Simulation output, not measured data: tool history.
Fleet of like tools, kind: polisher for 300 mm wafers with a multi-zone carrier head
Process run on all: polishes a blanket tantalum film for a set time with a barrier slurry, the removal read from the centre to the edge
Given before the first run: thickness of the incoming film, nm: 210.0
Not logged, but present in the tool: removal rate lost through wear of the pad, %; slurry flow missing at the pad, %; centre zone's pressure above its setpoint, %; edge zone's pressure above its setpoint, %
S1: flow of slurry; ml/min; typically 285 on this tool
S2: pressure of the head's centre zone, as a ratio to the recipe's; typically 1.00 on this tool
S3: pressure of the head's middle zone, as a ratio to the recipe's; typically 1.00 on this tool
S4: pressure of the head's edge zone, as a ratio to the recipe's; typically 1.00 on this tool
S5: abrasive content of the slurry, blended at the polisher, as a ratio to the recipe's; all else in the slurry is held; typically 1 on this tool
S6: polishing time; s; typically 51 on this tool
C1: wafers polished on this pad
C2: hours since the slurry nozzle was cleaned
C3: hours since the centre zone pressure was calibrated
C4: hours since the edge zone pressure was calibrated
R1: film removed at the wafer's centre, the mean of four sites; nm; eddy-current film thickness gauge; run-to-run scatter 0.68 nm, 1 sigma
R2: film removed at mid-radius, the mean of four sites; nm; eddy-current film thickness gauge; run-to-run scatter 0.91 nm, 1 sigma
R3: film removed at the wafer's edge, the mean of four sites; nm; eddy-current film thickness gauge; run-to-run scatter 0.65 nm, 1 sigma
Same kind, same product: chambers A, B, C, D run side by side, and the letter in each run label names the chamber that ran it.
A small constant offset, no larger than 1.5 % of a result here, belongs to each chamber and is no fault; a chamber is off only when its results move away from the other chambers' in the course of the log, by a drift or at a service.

run	hour	S1	S2	S3	S4	S5	S6	C1	C2	C3	C4	R1	R2	R3
1D	5.4	285	1.00	1.00	1.00	1	51	394	60.3	170.9	644.1	61.883	60.755	62.040
2B	12.3	285	1.00	1.00	1.00	1	51	1082	197.0	1307.6	984.9	61.310	62.171	62.107
3A	17.4	285	1.00	1.00	1.00	1	51	309	167.9	557.6	295.0	62.457	61.134	61.971
# hour 26.0: chamber B: worn pad replaced by a new one
4C	26.1	285	1.00	1.00	1.00	1	51	634	111.5	220.2	253.6	60.920	61.721	61.415
# hour 33.3: chamber C: worn pad replaced by a new one
5C	34.0	285	1.11	1.05	1.00	1	51	9	119.4	228.1	261.5	69.406	64.375	60.863
6D	42.0	285	1.11	1.05	1.00	1	51	858	96.9	207.5	680.7	68.308	65.407	61.491
# hour 45.0: chamber D: worn pad replaced by a new one
7B	49.8	285	1.11	1.05	1.00	1	51	301	234.5	1345.1	1022.4	69.819	63.585	60.856
8A	56.2	285	1.11	1.05	1.00	1	51	800	206.7	596.4	333.8	69.496	67.132	62.381
9D	60.0	285	1.00	1.00	1.00	1	51	190	114.9	225.5	698.7	60.834	60.795	62.425
10B	65.4	285	1.00	1.00	1.00	1	51	499	250.1	1360.7	1038.0	62.224	59.270	62.315
11A	72.9	285	1.00	1.00	1.00	1	51	1012	223.4	613.1	350.5	62.294	63.168	62.325
12C	78.4	285	1.00	1.00	1.00	1	51	572	163.8	272.5	305.9	62.541	63.516	61.704
13A	83.8	285	1.00	1.00	1.00	1	51	1150	234.3	624.0	361.4	62.305	61.612	61.023
14D	89.3	285	1.00	1.00	1.00	1	51	561	144.2	254.8	728.0	61.203	61.532	61.075
# hour 91.2: chamber B: centre zone pressure recalibrated
# hour 92.6: chamber C: slurry nozzle cleaned
# hour 93.7: chamber A: worn pad replaced by a new one
15C	94.2	285	1.00	1.00	1.00	1	51	772	1.7	288.3	321.7	62.798	61.928	61.478
# hour 96.9: chamber C: worn pad replaced by a new one
16B	102.9	285	1.00	1.00	1.00	1	51	974	287.6	11.7	1075.5	61.712	61.306	60.930
17D	110.0	285	1.00	1.00	1.00	1	51	824	164.9	275.5	748.7	61.084	60.473	62.331
18A	118.2	285	1.00	1.00	1.00	1	51	310	268.7	658.4	395.8	61.710	61.237	62.201
# hour 122.8: chamber D: worn pad replaced by a new one
19B	123.7	285	1.00	1.00	1.00	1	51	1238	308.4	32.5	1096.3	61.010	62.406	61.919
20C	130.8	285	1.00	1.00	1.00	1	51	429	38.3	324.9	358.3	62.261	62.215	61.837
# hour 138.5: chamber B: worn pad replaced by a new one
21C	139.0	285	1.00	1.00	1.00	1	51	533	46.5	333.1	366.5	61.380	62.201	62.565
22B	145.4	285	1.00	1.00	1.00	1	51	87	330.1	54.2	1118.0	61.998	61.737	62.115
# hour 151.5: chamber C: worn pad replaced by a new one
23A	153.5	285	1.00	1.00	1.00	1	51	758	304.0	693.7	431.1	61.628	62.599	61.656
24D	157.5	285	1.00	1.00	1.00	1	51	440	212.4	323.0	796.2	60.265	61.106	62.610
25C	162.6	285	1.00	1.00	1.05	1	51	140	70.1	356.7	390.1	61.188	60.314	63.568
26D	168.5	285	1.00	1.00	1.05	1	51	580	223.4	334.0	807.2	60.269	61.667	62.688
27A	176.1	285	1.00	1.00	1.05	1	51	1044	326.6	716.3	453.7	62.384	62.944	63.731
28B	183.6	285	1.00	1.00	1.05	1	51	571	368.3	92.4	1156.2	61.865	60.150	63.553
29C	191.1	285	1.00	1.00	1.00	1	51	501	98.6	385.2	418.6	61.463	61.334	62.442
30B	195.3	285	1.00	1.00	1.00	1	51	719	380.0	104.1	1167.9	61.256	61.903	61.312
# hour 195.6: chamber A: worn pad replaced by a new one
# hour 199.1: chamber D: worn pad replaced by a new one
31A	201.5	285	1.00	1.00	1.00	1	51	75	352.0	741.7	479.1	61.586	62.876	60.189
32D	205.9	285	1.00	1.00	1.00	1	51	87	260.8	371.4	844.6	61.523	62.048	62.233
33A	214.0	285	1.00	1.00	1.00	1	51	234	364.5	754.2	491.6	63.287	60.993	62.471
34B	217.9	285	1.00	1.00	1.00	1	51	1006	402.6	126.7	1190.5	60.736	62.087	61.518
# hour 218.5: chamber C: worn pad replaced by a new one
35D	225.9	285	1.00	1.00	1.00	1	51	340	280.8	391.4	864.6	62.630	60.952	61.995
# hour 226.1: chamber B: worn pad replaced by a new one
# hour 231.5: chamber D: slurry nozzle cleaned
36C	233.5	285	1.00	1.00	1.10	1	51	190	141.0	427.6	461.0	61.300	62.089	64.641
37D	241.1	285	1.00	1.00	1.10	1	51	532	9.7	406.6	879.8	61.957	62.407	65.024
38C	248.4	285	1.00	1.00	1.10	1	51	378	155.9	442.5	475.9	61.063	63.055	65.763
39B	252.3	285	1.00	1.00	1.10	1	51	332	437.0	161.1	1224.9	62.364	61.173	64.992

What goes on in this fleet: one chamber off, a drifting gauge, or nothing beyond the chambers' own small offsets? Name the chamber and the cause, if any.

All chambers stay in line apart from their small fixed offsets, and the gauge does not drift.
